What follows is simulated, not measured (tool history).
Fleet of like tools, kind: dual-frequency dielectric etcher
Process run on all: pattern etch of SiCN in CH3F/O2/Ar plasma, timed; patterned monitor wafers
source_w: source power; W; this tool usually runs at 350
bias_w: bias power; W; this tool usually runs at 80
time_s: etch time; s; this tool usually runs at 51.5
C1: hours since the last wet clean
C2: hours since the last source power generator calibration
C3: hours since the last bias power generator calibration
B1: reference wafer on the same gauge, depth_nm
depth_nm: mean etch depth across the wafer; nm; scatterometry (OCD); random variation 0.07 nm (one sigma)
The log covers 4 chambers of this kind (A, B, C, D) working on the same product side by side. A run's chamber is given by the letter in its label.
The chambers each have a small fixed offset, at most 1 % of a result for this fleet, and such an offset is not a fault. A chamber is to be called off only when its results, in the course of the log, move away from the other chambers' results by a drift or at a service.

{"run": "1C", "hour": 5.6, "source_w": 350, "bias_w": 80, "time_s": 51.5, "C1": 64.5, "C2": 790.5, "C3": 1674.8, "B1": 20.302, "depth_nm": 18.973}
{"run": "2A", "hour": 12.0, "source_w": 350, "bias_w": 80, "time_s": 51.5, "C1": 35.0, "C2": 607.2, "C3": 2877.7, "B1": 20.311, "depth_nm": 19.065}
{"run": "3D", "hour": 16.3, "source_w": 350, "bias_w": 80, "time_s": 51.5, "C1": 241.6, "C2": 565.4, "C3": 4261.7, "B1": 20.318, "depth_nm": 19.189}
{"run": "4B", "hour": 23.7, "source_w": 350, "bias_w": 80, "time_s": 51.5, "C1": 473.2, "C2": 1979.9, "C3": 487.2, "B1": 20.296, "depth_nm": 19.12}
{"run": "5D", "hour": 32.7, "source_w": 350, "bias_w": 80, "time_s": 39.0, "C1": 258.0, "C2": 581.8, "C3": 4278.1, "B1": 20.309, "depth_nm": 14.487}
{"run": "6C", "hour": 40.7, "source_w": 350, "bias_w": 80, "time_s": 39.0, "C1": 99.6, "C2": 825.6, "C3": 1709.9, "B1": 20.287, "depth_nm": 14.49}
{"run": "7B", "hour": 50.5, "source_w": 350, "bias_w": 80, "time_s": 39.0, "C1": 500.0, "C2": 2006.7, "C3": 514.0, "B1": 20.295, "depth_nm": 14.383}
{"run": "8A", "hour": 55.8, "source_w": 350, "bias_w": 80, "time_s": 39.0, "C1": 78.8, "C2": 651.0, "C3": 2921.5, "B1": 20.303, "depth_nm": 14.501}
{"run": "9A", "hour": 61.0, "source_w": 350, "bias_w": 80, "time_s": 46.5, "C1": 84.0, "C2": 656.2, "C3": 2926.7, "B1": 20.307, "depth_nm": 17.269}
{"run": "10D", "hour": 65.3, "source_w": 350, "bias_w": 80, "time_s": 46.5, "C1": 290.6, "C2": 614.4, "C3": 4310.7, "B1": 20.302, "depth_nm": 17.305}
{"run": "11B", "hour": 73.0, "source_w": 350, "bias_w": 80, "time_s": 46.5, "C1": 522.5, "C2": 2029.2, "C3": 536.5, "B1": 20.308, "depth_nm": 17.303}
{"hour": 74.6, "done": "chamber C: bias power generator calibrated"}
{"run": "12C", "hour": 81.0, "source_w": 350, "bias_w": 80, "time_s": 46.5, "C1": 139.9, "C2": 865.9, "C3": 6.5, "B1": 20.305, "depth_nm": 17.183}
{"run": "13B", "hour": 90.0, "source_w": 350, "bias_w": 80, "time_s": 51.5, "C1": 539.5, "C2": 2046.2, "C3": 553.5, "B1": 20.283, "depth_nm": 19.075}
{"run": "14D", "hour": 95.1, "source_w": 350, "bias_w": 80, "time_s": 51.5, "C1": 320.4, "C2": 644.2, "C3": 4340.5, "B1": 20.298, "depth_nm": 19.12}
{"run": "15A", "hour": 104.2, "source_w": 350, "bias_w": 80, "time_s": 51.5, "C1": 127.2, "C2": 699.4, "C3": 2969.9, "B1": 20.299, "depth_nm": 19.214}
{"run": "16C", "hour": 113.6, "source_w": 350, "bias_w": 80, "time_s": 51.5, "C1": 172.5, "C2": 898.5, "C3": 39.1, "B1": 20.309, "depth_nm": 19.057}
{"run": "17D", "hour": 120.5, "source_w": 350, "bias_w": 80, "time_s": 58.0, "C1": 345.8, "C2": 669.6, "C3": 4365.9, "B1": 20.3, "depth_nm": 21.656}
{"run": "18C", "hour": 129.3, "source_w": 350, "bias_w": 80, "time_s": 58.0, "C1": 188.2, "C2": 914.2, "C3": 54.8, "B1": 20.313, "depth_nm": 21.448}
{"run": "19A", "hour": 135.9, "source_w": 350, "bias_w": 80, "time_s": 58.0, "C1": 158.9, "C2": 731.1, "C3": 3001.6, "B1": 20.309, "depth_nm": 21.548}
{"run": "20B", "hour": 143.5, "source_w": 350, "bias_w": 80, "time_s": 58.0, "C1": 593.0, "C2": 2099.7, "C3": 607.0, "B1": 20.309, "depth_nm": 21.516}
{"run": "21C", "hour": 151.3, "source_w": 350, "bias_w": 80, "time_s": 51.5, "C1": 210.2, "C2": 936.2, "C3": 76.8, "B1": 20.304, "depth_nm": 18.885}
{"run": "22A", "hour": 156.3, "source_w": 350, "bias_w": 80, "time_s": 51.5, "C1": 179.3, "C2": 751.5, "C3": 3022.0, "B1": 20.305, "depth_nm": 19.084}
{"run": "23D", "hour": 165.3, "source_w": 350, "bias_w": 80, "time_s": 51.5, "C1": 390.6, "C2": 714.4, "C3": 4410.7, "B1": 20.305, "depth_nm": 19.407}
{"run": "24B", "hour": 171.6, "source_w": 350, "bias_w": 80, "time_s": 51.5, "C1": 621.1, "C2": 2127.8, "C3": 635.1, "B1": 20.304, "depth_nm": 19.092}
{"hour": 177.9, "done": "chamber A: bias power generator calibrated"}
{"run": "25A", "hour": 179.1, "source_w": 350, "bias_w": 80, "time_s": 51.5, "C1": 202.1, "C2": 774.3, "C3": 1.2, "B1": 20.318, "depth_nm": 19.098}
{"run": "26C", "hour": 185.6, "source_w": 350, "bias_w": 80, "time_s": 51.5, "C1": 244.5, "C2": 970.5, "C3": 111.1, "B1": 20.296, "depth_nm": 18.98}
{"run": "27B", "hour": 191.8, "source_w": 350, "bias_w": 80, "time_s": 51.5, "C1": 641.3, "C2": 2148.0, "C3": 655.3, "B1": 20.297, "depth_nm": 19.024}
{"run": "28D", "hour": 198.7, "source_w": 350, "bias_w": 80, "time_s": 51.5, "C1": 424.0, "C2": 747.8, "C3": 4444.1, "B1": 20.297, "depth_nm": 19.527}
{"run": "29C", "hour": 206.3, "source_w": 440, "bias_w": 80, "time_s": 64.0, "C1": 265.2, "C2": 991.2, "C3": 131.8, "B1": 20.267, "depth_nm": 25.589}
{"run": "30A", "hour": 211.0, "source_w": 440, "bias_w": 80, "time_s": 64.0, "C1": 234.0, "C2": 806.2, "C3": 33.1, "B1": 20.312, "depth_nm": 25.769}
{"run": "31D", "hour": 218.5, "source_w": 440, "bias_w": 80, "time_s": 64.0, "C1": 443.8, "C2": 767.6, "C3": 4463.9, "B1": 20.272, "depth_nm": 26.572}
{"run": "32B", "hour": 227.9, "source_w": 440, "bias_w": 80, "time_s": 64.0, "C1": 677.4, "C2": 2184.1, "C3": 691.4, "B1": 20.297, "depth_nm": 25.752}
{"hour": 229.0, "done": "chamber D: bias power generator calibrated"}
{"run": "33D", "hour": 235.7, "source_w": 350, "bias_w": 80, "time_s": 51.5, "C1": 461.0, "C2": 784.8, "C3": 6.7, "B1": 20.295, "depth_nm": 19.759}
{"run": "34B", "hour": 243.0, "source_w": 350, "bias_w": 80, "time_s": 51.5, "C1": 692.5, "C2": 2199.2, "C3": 706.5, "B1": 20.296, "depth_nm": 19.18}
{"run": "35A", "hour": 252.4, "source_w": 350, "bias_w": 80, "time_s": 51.5, "C1": 275.4, "C2": 847.6, "C3": 74.5, "B1": 20.296, "depth_nm": 19.146}
{"run": "36C", "hour": 256.8, "source_w": 350, "bias_w": 80, "time_s": 51.5, "C1": 315.7, "C2": 1041.7, "C3": 182.3, "B1": 20.307, "depth_nm": 18.965}

Read the log: is a single chamber off, either drifting away or since a service, is the gauge that measures every chamber drifting, or is nothing wrong beyond small per-chamber offsets? Name any odd chamber and what most likely caused it.

Chamber D drifts away from the others.
What lies behind it: etch rate over this chamber's usual, % = 3.94.

Which of the 4 candidates below, each the usual settings with something changed and its results left as question marks, puts chamber D back in line with what the other chambers give on the usual settings?
Allowed miss from the other chambers' usual-settings mean, per result, to count as in line: depth_nm 0.240 nm
{"run": "37D-1", "hour": 263.9, "source_w": 330, "bias_w": 80, "time_s": 51.5, "depth_nm": "?"}
{"run": "37D-2", "hour": 263.9, "source_w": 350, "bias_w": 79, "time_s": 49.5, "depth_nm": "?"}
{"run": "37D-3", "hour": 263.9, "source_w": 350, "bias_w": 81, "time_s": 53.5, "depth_nm": "?"}
{"run": "37D-4", "hour": 263.9, "source_w": 350, "bias_w": 80, "time_s": 52.5, "depth_nm": "?"}

The mean the other chambers reach with the usual settings: depth_nm 19.055 nm
run=37D-1 depth_nm=19.399
run=37D-2 depth_nm=18.968
run=37D-3 depth_nm=20.691
run=37D-4 depth_nm=20.211
37D-2 puts the chamber back in line with the other chambers.
